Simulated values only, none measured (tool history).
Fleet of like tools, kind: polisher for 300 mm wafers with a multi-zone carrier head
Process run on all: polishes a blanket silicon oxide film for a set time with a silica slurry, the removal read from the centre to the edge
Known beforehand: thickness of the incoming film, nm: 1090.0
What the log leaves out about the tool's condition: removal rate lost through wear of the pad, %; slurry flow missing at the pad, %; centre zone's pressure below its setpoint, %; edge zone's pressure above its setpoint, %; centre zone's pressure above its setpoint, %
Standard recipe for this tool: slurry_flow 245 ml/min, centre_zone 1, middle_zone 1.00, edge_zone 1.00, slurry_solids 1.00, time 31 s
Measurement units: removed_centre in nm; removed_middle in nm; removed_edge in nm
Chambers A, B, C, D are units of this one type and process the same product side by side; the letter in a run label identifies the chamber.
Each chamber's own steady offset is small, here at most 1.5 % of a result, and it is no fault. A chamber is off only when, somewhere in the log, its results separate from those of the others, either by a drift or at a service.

run	hour	slurry_flow	centre_zone	middle_zone	edge_zone	slurry_solids	time	wafers polished on this pad	hours since the slurry nozzle was cleaned	hours since the centre zone pressure was calibrated	hours since the edge zone pressure was calibrated	removed_centre	removed_middle	removed_edge
1D	3.1	245	1	1.00	1.00	1.00	31	710	65.5	402.7	950.2	112.230	114.750	115.10
2B	8.1	245	1	1.00	1.00	1.00	31	682	276.1	1022.5	223.0	114.220	112.360	116.61
3C	11.0	245	1	1.00	1.00	1.00	31	687	76.7	295.3	181.5	113.840	115.530	112.58
# hour 13.4: chamber B: worn pad replaced by a new one
4A	13.8	245	1	1.00	1.00	1.00	31	667	134.6	612.1	142.0	115.470	115.660	113.93
5C	17.4	245	1	1.00	1.00	1.00	31	760	83.1	301.7	187.9	115.190	115.230	114.78
6D	22.0	245	1	1.00	1.00	1.00	31	927	84.4	421.6	969.1	112.650	112.890	117.48
7B	25.9	245	1	1.00	1.00	1.00	31	143	293.9	1040.3	240.8	113.690	112.360	111.70
# hour 29.6: chamber C: worn pad replaced by a new one
8A	29.7	245	1	1.00	1.00	1.00	31	849	150.5	628.0	157.9	113.240	115.300	115.40
9A	32.1	245	1	1.00	1.00	1.00	31	876	152.9	630.4	160.3	112.300	112.220	114.51
10C	35.9	245	1	1.00	1.00	1.00	31	72	101.6	320.2	206.4	114.820	112.120	115.87
11B	40.8	245	1	1.00	1.00	1.00	31	314	308.8	1055.2	255.7	114.440	113.040	113.80
# hour 42.6: chamber D: worn pad replaced by a new one
12D	43.8	245	1	1.00	1.00	1.00	31	14	106.2	443.4	990.9	115.150	114.590	116.62
13A	48.7	245	1	1.00	1.00	1.00	31	1066	169.5	647.0	176.9	109.320	114.710	116.53
14B	51.2	245	1	1.04	1.00	1.00	31	433	319.2	1065.6	266.1	113.830	119.040	114.94
15C	54.9	245	1	1.04	1.00	1.00	31	290	120.6	339.2	225.4	115.250	117.350	114.30
16D	58.0	245	1	1.04	1.00	1.00	31	177	120.4	457.6	1005.1	114.580	120.140	118.27
17C	62.2	245	1	1.04	1.00	1.00	31	374	127.9	346.5	232.7	115.520	118.280	112.78
18A	66.3	245	1	1.00	1.00	1.00	31	1268	187.1	664.6	194.5	110.190	112.470	112.59
19B	70.0	245	1	1.00	1.00	1.00	31	648	338.0	1084.4	284.9	116.160	112.320	113.03
20D	73.9	245	1	1.00	1.00	1.00	31	359	136.3	473.5	1021.0	113.550	112.900	114.77
# hour 76.9: chamber B: edge zone pressure recalibrated
21C	77.5	245	1	1.00	1.00	1.00	31	549	143.2	361.8	248.0	114.760	113.550	113.48
# hour 80.6: chamber B: worn pad replaced by a new one
22D	80.7	245	1	1.00	1.00	1.00	31	437	143.1	480.3	1027.8	115.770	114.610	115.13
23A	83.2	245	1	1.00	1.00	1.00	31	1461	204.0	681.5	211.4	109.800	110.370	110.99
24B	87.3	245	1	1.00	1.00	1.00	31	77	355.3	1101.7	10.4	113.390	110.950	116.05
25B	89.6	245	1	1.00	1.00	1.00	31	103	357.6	1104.0	12.7	114.970	113.650	114.02
26A	93.3	245	1	1.00	1.00	0.80	31	1577	214.1	691.6	221.5	96.376	99.604	100.41
27D	96.9	245	1	1.00	1.00	0.80	31	622	159.3	496.5	1044.0	103.160	100.080	104.67
28C	99.6	245	1	1.00	1.00	0.80	31	802	165.3	383.9	270.1	104.710	102.930	101.91
29B	103.6	245	1	1.00	1.00	0.80	31	264	371.6	1118.0	26.7	103.640	101.970	102.33
# hour 105.0: chamber C: worn pad replaced by a new one
30D	106.1	245	1	1.00	1.00	1.00	31	727	168.5	505.7	1053.2	113.280	114.990	113.27
31C	109.1	245	1	1.00	1.00	1.00	31	47	174.8	393.4	279.6	113.810	114.530	117.25
# hour 112.1: chamber B: slurry nozzle cleaned
32A	112.7	245	1	1.00	1.00	1.00	31	1799	233.5	711.0	240.9	105.410	108.720	111.10
33A	115.0	245	1	1.00	1.00	1.00	31	1825	235.8	713.3	243.2	107.280	107.010	108.68
34B	119.9	245	1	1.00	1.00	1.00	31	450	7.9	1134.3	43.0	114.820	113.720	114.80
35C	125.1	245	1	1.00	1.00	1.00	31	230	190.8	409.4	295.6	115.110	112.560	115.93
36D	127.9	245	1	1.00	1.00	1.00	31	977	190.3	527.5	1075.0	115.770	113.540	115.44
# hour 129.8: chamber D: worn pad replaced by a new one
37B	131.9	245	1	1.00	1.00	1.00	31	588	19.9	1146.3	55.0	115.400	115.930	111.14
38A	134.2	245	1	1.00	1.00	1.00	31	2045	255.0	732.5	262.4	105.950	106.700	105.43
39C	138.6	245	1	1.00	1.00	1.00	31	385	204.3	422.9	309.1	115.570	115.880	115.17
# hour 140.0: chamber B: worn pad replaced by a new one
40D	143.0	245	1	1.00	1.00	1.15	31	151	205.4	542.6	1090.1	122.310	121.310	124.18
41B	147.6	245	1	1.00	1.00	1.15	31	87	35.6	1162.0	70.7	123.700	122.090	122.73

Predict what each chamber gives when all 4 of them run the settings below next.
42A	151.3	245	1	1.00	1.04	1.00	31					?	?	?
42B	151.3	245	1	1.00	1.04	1.00	31					?	?	?
42C	151.3	245	1	1.00	1.04	1.00	31					?	?	?
42D	151.3	245	1	1.00	1.04	1.00	31					?	?	?

run	removed_centre	removed_middle	removed_edge
42A	101.630	107.890	108.95
42B	114.030	112.630	117.08
42C	115.770	113.440	113.33
42D	114.050	114.950	115.43
